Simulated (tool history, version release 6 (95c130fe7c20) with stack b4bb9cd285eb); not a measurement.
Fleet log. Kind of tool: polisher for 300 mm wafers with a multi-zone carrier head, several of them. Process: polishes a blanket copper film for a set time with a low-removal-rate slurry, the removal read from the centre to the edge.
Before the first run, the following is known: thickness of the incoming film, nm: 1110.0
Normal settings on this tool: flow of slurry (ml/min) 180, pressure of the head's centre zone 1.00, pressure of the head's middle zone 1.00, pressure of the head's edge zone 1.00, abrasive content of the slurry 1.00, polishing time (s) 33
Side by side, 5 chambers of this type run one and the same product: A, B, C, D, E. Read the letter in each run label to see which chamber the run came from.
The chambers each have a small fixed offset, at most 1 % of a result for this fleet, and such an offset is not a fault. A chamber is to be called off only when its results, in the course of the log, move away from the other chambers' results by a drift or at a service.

run	hour	flow of slurry (ml/min)	pressure of the head's centre zone	pressure of the head's middle zone	pressure of the head's edge zone	abrasive content of the slurry	polishing time (s)	wafers polished on this pad	hours since the slurry nozzle was cleaned	hours since the centre zone pressure was calibrated	hours since the edge zone pressure was calibrated	film removed at the wafer's centre (angstrom)	film removed at mid-radius (angstrom)	film removed at the wafer's edge (angstrom)
1E	3.6	180	1.00	1.00	1.00	1.00	33	635	219.3	401.4	891.7	1138.9	1165.3	1168.0
2B	6.1	180	1.00	1.00	1.00	1.00	33	1002	41.6	972.9	1401.4	1162.0	1147.9	1165.6
3D	9.8	180	1.00	1.00	1.00	1.00	33	713	30.4	754.1	292.7	1175.7	1140.6	1162.8
# hour 11.9: chamber B: edge zone pressure recalibrated
4A	12.8	180	1.00	1.00	1.00	1.00	33	602	414.6	96.2	858.9	1160.6	1164.3	1161.8
5C	15.5	225	1.00	1.00	0.93	1.00	33	526	403.4	233.0	414.5	1243.3	1212.2	1158.0
6C	18.2	225	1.00	1.00	0.93	1.00	33	556	406.1	235.7	417.2	1236.7	1204.4	1157.8
7A	22.5	225	1.00	1.00	0.93	1.00	33	712	424.3	105.9	868.6	1195.6	1208.2	1151.3
8E	24.7	225	1.00	1.00	0.93	1.00	33	874	240.4	422.5	912.8	1171.5	1206.2	1141.3
# hour 26.8: chamber A: worn pad replaced by a new one
9D	29.3	225	1.00	1.00	0.93	1.00	33	935	49.9	773.6	312.2	1188.0	1202.2	1140.9
# hour 32.6: chamber D: worn pad replaced by a new one
10B	32.7	180	1.05	1.00	1.00	1.00	33	1304	68.2	999.5	20.9	1213.8	1155.4	1164.6
11A	36.1	180	1.05	1.00	1.00	1.00	33	106	437.9	119.5	882.2	1222.7	1160.9	1176.4
12B	38.4	180	1.05	1.00	1.00	1.00	33	1369	73.9	1005.2	26.6	1227.0	1156.3	1181.8
13D	40.4	180	1.05	1.00	1.00	1.00	33	89	61.0	784.7	323.3	1230.3	1140.7	1161.2
# hour 41.4: chamber B: worn pad replaced by a new one
14E	42.6	180	1.05	1.00	1.00	1.00	33	1077	258.3	440.4	930.7	1213.2	1141.1	1151.7
# hour 45.1: chamber E: slurry nozzle cleaned
# hour 45.2: chamber E: worn pad replaced by a new one
15C	46.2	180	1.00	1.00	1.00	1.00	33	874	434.1	263.7	445.2	1196.3	1178.1	1162.4
16D	49.0	180	1.00	1.00	1.00	1.00	33	187	69.6	793.3	331.9	1179.4	1154.3	1143.8
# hour 50.0: chamber C: slurry nozzle cleaned
17B	53.1	180	1.00	1.00	1.00	1.00	33	133	88.6	1019.9	41.3	1152.6	1172.5	1194.6
# hour 53.3: chamber D: centre zone pressure recalibrated
18C	55.5	180	1.00	1.00	1.00	1.00	33	979	5.5	273.0	454.5	1156.3	1132.3	1200.6
19A	59.9	180	1.00	1.00	1.00	1.00	33	376	461.7	143.3	906.0	1144.5	1165.6	1137.0
20E	63.3	180	1.00	1.00	1.00	1.00	33	205	18.2	461.1	951.4	1174.6	1142.2	1153.9
21A	66.1	180	1.00	1.00	1.00	0.75	33	446	467.9	149.5	912.2	1093.2	1097.2	1103.0
22B	70.2	180	1.00	1.00	1.00	0.75	33	327	105.7	1037.0	58.4	1109.0	1090.5	1093.5
23E	72.9	180	1.00	1.00	1.00	0.75	33	314	27.8	470.7	961.0	1057.6	1083.0	1089.1
24D	75.5	180	1.00	1.00	1.00	0.75	33	487	96.1	22.2	358.4	1096.7	1085.8	1063.7
25C	78.7	180	1.00	1.00	1.00	0.75	33	1243	28.7	296.2	477.7	1104.8	1087.9	1089.3
26E	81.9	180	1.00	1.00	1.00	1.00	33	416	36.8	479.7	970.0	1166.9	1152.3	1169.8
27C	84.5	180	1.00	1.00	1.00	1.00	33	1309	34.5	302.0	483.5	1200.1	1152.3	1176.9
# hour 88.4: chamber A: worn pad replaced by a new one
28D	89.0	180	1.00	1.00	1.00	1.00	33	641	109.6	35.7	371.9	1168.2	1151.7	1155.4
# hour 91.6: chamber D: edge zone pressure recalibrated
29B	91.6	180	1.00	1.00	1.00	1.00	33	570	127.1	1058.4	79.8	1142.2	1164.1	1161.1
30A	95.0	180	1.00	1.00	1.00	1.00	33	75	496.8	178.4	941.1	1170.4	1171.9	1163.6
31C	97.7	180	1.00	1.00	1.00	1.00	33	1458	47.7	315.2	496.7	1171.7	1182.6	1176.6
# hour 99.0: chamber C: worn pad replaced by a new one
32E	100.0	180	1.00	1.00	1.00	1.20	33	622	54.9	497.8	988.1	1200.2	1220.4	1197.1
33A	103.6	180	1.00	1.00	1.00	1.20	33	173	505.4	187.0	949.7	1190.7	1219.0	1249.0
34D	107.4	180	1.00	1.00	1.00	1.20	33	849	128.0	54.1	15.8	1217.4	1190.8	1221.8
35B	110.2	180	1.00	1.00	1.00	1.20	33	781	145.7	1077.0	98.4	1190.0	1218.3	1196.6
36A	114.7	180	1.00	1.00	1.00	1.20	33	299	516.5	198.1	960.8	1203.3	1195.2	1181.1
37D	119.2	180	1.00	1.00	1.00	1.00	33	983	139.8	65.9	27.6	1153.9	1155.1	1182.0
38B	123.5	155	1.00	0.93	1.00	1.00	33	932	159.0	1090.3	111.7	1138.3	1048.3	1142.8
39E	126.0	155	1.00	0.93	1.00	1.00	33	917	80.9	523.8	1014.1	1119.9	1066.7	1134.0
40C	129.7	155	1.00	0.93	1.00	1.00	33	348	79.7	347.2	528.7	1174.9	1058.7	1126.1
41E	132.3	155	1.00	0.93	1.00	1.00	33	988	87.2	530.1	1020.4	1109.0	1066.6	1129.3
42B	134.9	155	1.00	0.93	1.00	1.00	33	1062	170.4	1101.7	123.1	1139.6	1061.9	1147.2

All chambers now run identical settings, listed one chamber a line with results as question marks. What results will each chamber show?
43A	138.2	180	1.00	1.00	1.00	1.00	33					?	?	?
43B	138.2	180	1.00	1.00	1.00	1.00	33					?	?	?
43C	138.2	180	1.00	1.00	1.00	1.00	33					?	?	?
43D	138.2	180	1.00	1.00	1.00	1.00	33					?	?	?
43E	138.2	180	1.00	1.00	1.00	1.00	33					?	?	?

run	film removed at the wafer's centre (angstrom)	film removed at mid-radius (angstrom)	film removed at the wafer's edge (angstrom)
43A	1142.1	1173.6	1157.3
43B	1175.3	1168.5	1180.4
43C	1180.6	1165.8	1162.0
43D	1169.9	1144.8	1171.6
43E	1140.5	1149.3	1161.5
